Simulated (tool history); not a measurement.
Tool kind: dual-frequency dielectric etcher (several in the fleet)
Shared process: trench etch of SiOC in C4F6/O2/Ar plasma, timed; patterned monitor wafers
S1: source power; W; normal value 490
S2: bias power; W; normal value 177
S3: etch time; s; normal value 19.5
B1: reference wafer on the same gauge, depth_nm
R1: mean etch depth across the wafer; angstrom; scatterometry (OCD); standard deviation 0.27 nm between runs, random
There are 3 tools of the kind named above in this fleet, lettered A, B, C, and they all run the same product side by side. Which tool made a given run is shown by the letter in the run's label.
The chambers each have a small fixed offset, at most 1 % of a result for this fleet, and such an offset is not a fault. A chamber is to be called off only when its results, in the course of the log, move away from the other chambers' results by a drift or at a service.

{"run": "1B", "day": 0.262, "S1": 490, "S2": 177, "S3": 19.5, "B1": 41.295, "R1": 428.39}
{"day": 0.458, "done": "chamber A: source power generator calibrated"}
{"run": "2A", "day": 0.521, "S1": 490, "S2": 177, "S3": 19.5, "B1": 41.224, "R1": 436.12}
{"run": "3C", "day": 0.754, "S1": 490, "S2": 177, "S3": 19.5, "B1": 41.301, "R1": 436.92}
{"run": "4A", "day": 0.917, "S1": 490, "S2": 177, "S3": 19.5, "B1": 41.333, "R1": 435.35}
{"run": "5B", "day": 1.138, "S1": 490, "S2": 177, "S3": 19.5, "B1": 41.358, "R1": 432.41}
{"run": "6C", "day": 1.283, "S1": 490, "S2": 177, "S3": 19.5, "B1": 41.321, "R1": 436.5}
{"run": "7C", "day": 1.471, "S1": 490, "S2": 142, "S3": 22.0, "B1": 41.293, "R1": 458.74}
{"run": "8A", "day": 1.738, "S1": 490, "S2": 142, "S3": 22.0, "B1": 41.362, "R1": 462.17}
{"run": "9B", "day": 1.946, "S1": 490, "S2": 142, "S3": 22.0, "B1": 41.374, "R1": 446.4}
{"run": "10B", "day": 2.117, "S1": 490, "S2": 177, "S3": 19.5, "B1": 41.321, "R1": 424.37}
{"run": "11C", "day": 2.321, "S1": 490, "S2": 177, "S3": 19.5, "B1": 41.255, "R1": 433.35}
{"run": "12A", "day": 2.533, "S1": 490, "S2": 177, "S3": 19.5, "B1": 41.31, "R1": 437.69}
{"run": "13B", "day": 2.8, "S1": 490, "S2": 177, "S3": 19.5, "B1": 41.273, "R1": 423.77}
{"run": "14A", "day": 3.025, "S1": 490, "S2": 177, "S3": 19.5, "B1": 41.291, "R1": 435.46}
{"run": "15C", "day": 3.208, "S1": 490, "S2": 177, "S3": 19.5, "B1": 41.318, "R1": 435.16}
{"run": "16B", "day": 3.429, "S1": 490, "S2": 177, "S3": 19.5, "B1": 41.33, "R1": 420.25}
{"run": "17A", "day": 3.583, "S1": 490, "S2": 177, "S3": 19.5, "B1": 41.297, "R1": 441.22}
{"run": "18C", "day": 3.838, "S1": 490, "S2": 177, "S3": 19.5, "B1": 41.337, "R1": 440.46}
{"run": "19C", "day": 4.054, "S1": 490, "S2": 177, "S3": 16.5, "B1": 41.342, "R1": 367.36}
{"run": "20B", "day": 4.175, "S1": 490, "S2": 177, "S3": 16.5, "B1": 41.331, "R1": 350.34}
{"run": "21A", "day": 4.321, "S1": 490, "S2": 177, "S3": 16.5, "B1": 41.342, "R1": 372.29}
{"run": "22A", "day": 4.533, "S1": 490, "S2": 177, "S3": 19.5, "B1": 41.316, "R1": 441.73}
{"run": "23B", "day": 4.721, "S1": 490, "S2": 177, "S3": 19.5, "B1": 41.328, "R1": 418.19}

Next, every chamber runs the same settings. What will each give?
{"run": "24A", "day": 4.912, "S1": 600, "S2": 177, "S3": 19.5, "R1": "?"}
{"run": "24B", "day": 4.912, "S1": 600, "S2": 177, "S3": 19.5, "R1": "?"}
{"run": "24C", "day": 4.912, "S1": 600, "S2": 177, "S3": 19.5, "R1": "?"}

run=24A R1=477.48
run=24B R1=443.85
run=24C R1=469.95
